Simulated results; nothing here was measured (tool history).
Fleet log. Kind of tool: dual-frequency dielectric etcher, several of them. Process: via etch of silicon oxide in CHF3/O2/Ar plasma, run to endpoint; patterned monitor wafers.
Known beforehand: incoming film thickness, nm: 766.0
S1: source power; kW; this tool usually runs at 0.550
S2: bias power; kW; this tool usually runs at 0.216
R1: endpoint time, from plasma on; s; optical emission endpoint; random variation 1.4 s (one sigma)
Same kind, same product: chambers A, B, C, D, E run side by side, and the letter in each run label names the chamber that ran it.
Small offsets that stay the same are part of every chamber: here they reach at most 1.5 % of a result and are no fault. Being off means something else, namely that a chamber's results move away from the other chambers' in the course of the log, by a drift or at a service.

Run 1A, hour 7.4: usual settings. Result: R1 377.88 s.
Run 2D, hour 17.7: usual settings. Result: R1 372.85 s.
Run 3C, hour 30.0: usual settings. Result: R1 374.78 s.
Run 4B, hour 44.1: usual settings. Result: R1 379.25 s.
Run 5E, hour 56.2: usual settings but S1 0.450 kW, S2 0.192 kW. Result: R1 421.81 s.
Run 6B, hour 63.6: usual settings but S1 0.450 kW, S2 0.192 kW. Result: R1 426.36 s.
At hour 68.8: chamber D: wet clean of the chamber.
Run 7E, hour 73.4: usual settings but S1 0.450 kW, S2 0.192 kW. Result: R1 422.96 s.
Run 8C, hour 88.2: usual settings but S1 0.450 kW, S2 0.192 kW. Result: R1 423.10 s.
Run 9A, hour 103.2: usual settings but S1 0.450 kW, S2 0.192 kW. Result: R1 423.16 s.
Run 10D, hour 112.6: usual settings but S1 0.490 kW, S2 0.185 kW. Result: R1 412.90 s.
Run 11B, hour 119.8: usual settings but S1 0.490 kW, S2 0.185 kW. Result: R1 419.45 s.
Run 12D, hour 130.2: usual settings but S1 0.490 kW, S2 0.185 kW. Result: R1 408.92 s.
Run 13A, hour 138.6: usual settings but S1 0.490 kW, S2 0.185 kW. Result: R1 413.96 s.
At hour 141.5: chamber A: wet clean of the chamber.
Run 14C, hour 146.6: usual settings but S1 0.490 kW, S2 0.185 kW. Result: R1 410.64 s.
At hour 149.9: chamber C: wet clean of the chamber.
Run 15E, hour 158.0: usual settings but S1 0.450 kW, S2 0.165 kW. Result: R1 441.13 s.
Run 16E, hour 172.0: usual settings but S1 0.450 kW, S2 0.165 kW. Result: R1 440.35 s.
Run 17C, hour 186.4: usual settings but S1 0.450 kW, S2 0.165 kW. Result: R1 444.89 s.
Run 18A, hour 199.5: usual settings but S1 0.450 kW, S2 0.165 kW. Result: R1 445.08 s.
At hour 210.8: chamber B: wet clean of the chamber.
Run 19B, hour 211.4: usual settings but S1 0.450 kW, S2 0.165 kW. Result: R1 446.27 s.
Run 20D, hour 222.9: usual settings. Result: R1 369.32 s.
Run 21C, hour 237.0: usual settings. Result: R1 374.56 s.
Run 22B, hour 246.8: usual settings. Result: R1 379.58 s.
Run 23E, hour 257.7: usual settings. Result: R1 371.45 s.
Run 24A, hour 271.2: usual settings. Result: R1 377.24 s.
Run 25D, hour 279.4: usual settings. Result: R1 372.48 s.
Run 26D, hour 289.8: usual settings but S1 0.450 kW. Result: R1 404.20 s.
Run 27B, hour 300.8: usual settings but S1 0.450 kW. Result: R1 406.70 s.
Run 28A, hour 310.7: usual settings but S1 0.450 kW. Result: R1 407.32 s.
Run 29E, hour 322.2: usual settings but S1 0.450 kW. Result: R1 396.49 s.
Run 30C, hour 334.6: usual settings but S1 0.450 kW. Result: R1 403.11 s.
Run 31A, hour 342.9: usual settings. Result: R1 375.49 s.
Run 32E, hour 352.4: usual settings. Result: R1 367.38 s.
Run 33B, hour 364.9: usual settings. Result: R1 380.17 s.
Run 34D, hour 377.9: usual settings but S1 0.620 kW, S2 0.165 kW. Result: R1 390.29 s.

Each of the 5 chambers runs these same settings next. Fill in every chamber's results:
Run 35A, hour 388.8: usual settings but S2 0.187 kW. Result: R1 ?.
Run 35B, hour 388.8: usual settings but S2 0.187 kW. Result: R1 ?.
Run 35C, hour 388.8: usual settings but S2 0.187 kW. Result: R1 ?.
Run 35D, hour 388.8: usual settings but S2 0.187 kW. Result: R1 ?.
Run 35E, hour 388.8: usual settings but S2 0.187 kW. Result: R1 ?.

run      R1
35A  395.82
35B  400.71
35C  392.70
35D  393.12
35E  388.17
